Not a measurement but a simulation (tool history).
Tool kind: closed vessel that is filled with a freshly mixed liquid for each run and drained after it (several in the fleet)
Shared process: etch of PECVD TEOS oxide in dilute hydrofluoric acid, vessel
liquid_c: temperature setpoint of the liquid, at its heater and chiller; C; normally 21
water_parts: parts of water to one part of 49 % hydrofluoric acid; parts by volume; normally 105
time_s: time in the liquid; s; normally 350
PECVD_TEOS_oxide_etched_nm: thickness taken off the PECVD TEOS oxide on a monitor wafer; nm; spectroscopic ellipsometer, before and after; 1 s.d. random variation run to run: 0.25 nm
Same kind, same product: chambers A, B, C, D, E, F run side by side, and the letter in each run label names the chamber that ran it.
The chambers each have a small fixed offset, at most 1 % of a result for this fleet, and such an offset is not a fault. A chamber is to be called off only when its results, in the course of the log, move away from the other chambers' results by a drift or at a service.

run,hour,liquid_c,water_parts,time_s,"read-back film thickness of the PECVD TEOS oxide reference wafer, read on the same gauge (nm)",PECVD_TEOS_oxide_etched_nm
1C,2.3,21,105,350,69.961,25.474
2E,6.7,21,105,350,69.993,24.782
3B,11.1,21,105,350,69.998,25.058
4A,14.7,21,105,350,70.001,25.066
5D,17.2,21,105,350,69.951,25.332
6F,20.5,21,105,350,69.98,25.054
7A,25.4,21,105,350,69.991,25.029
8E,29.9,21,105,350,70.01,25.693
9B,33.5,21,105,350,70.011,25.023
10D,36.7,21,105,350,70.008,25.387
11F,39.3,21,105,350,69.995,24.893
12C,42.5,21,105,265,70.022,19.258
13F,44.9,21,105,265,69.985,19.03
14D,47.4,21,105,265,69.996,19.164
15C,51.5,21,105,265,70.008,19.242
# hour 52.3: chamber D: thermometer replaced
16B,55.8,21,105,265,69.987,18.812
17A,58.8,21,105,265,70.038,19.026
18E,63.1,21,105,350,70.018,24.672
19B,66.3,21,105,350,70.018,25.61
20E,69.3,21,105,350,69.964,24.984
21D,71.9,21,105,350,70.037,25.057
22A,74.1,17,105,350,70.02,21.405
23C,78,17,105,350,69.981,21.367
24F,82.6,17,105,350,69.994,20.923
25B,84.9,17,105,350,69.978,22.312
26F,90,17,105,350,70.003,20.986
27C,92.6,17,105,350,69.989,21.118
28A,97.2,21,105,350,69.995,24.645
29D,99.5,21,105,350,70.018,25.047
30E,101.9,21,105,350,70.019,25.073
31D,105,21,105,350,69.992,24.957
32B,107.8,21,105,350,69.99,27.198
33F,110.2,21,105,350,69.97,25.061
34C,114,21,105,350,70.003,25.218
35A,119,21,105,350,70.005,24.876
36E,123.7,21,105,350,69.982,24.879
37F,128.4,21,105,350,70.051,25.18

Is one chamber out of step, is the gauge drifting, or do the chambers differ by no more than their own small offsets? For an off chamber, give its letter and the likeliest cause.

It is chamber B that slowly wanders off from its peers.
Most likely cause: hydrofluoric acid flow above the setpoint (%) = 11.1.
The log may not tell that from: liquid hotter than its thermometer reads (K).

Here are 4 candidates for chamber B's next run, each the usual settings with a change, their results left as question marks. Which one brings its results back in line with what the others give on the usual settings?
A result is in line if it is within this distance of the other chambers' mean on the usual settings: PECVD_TEOS_oxide_etched_nm 0.85 nm
38B-1,132,20.5,125,350,,?
38B-2,132,21.5,105,420,,?
38B-3,132,21,105,315,,?
38B-4,132,21,100,370,,?

The other chambers' mean on the usual settings: PECVD_TEOS_oxide_etched_nm 25.035 nm
run,PECVD_TEOS_oxide_etched_nm
38B-1,22.401
38B-2,34.094
38B-3,25.054
38B-4,31.087
38B-3 is the one that brings the chamber's results back in line with the other chambers.
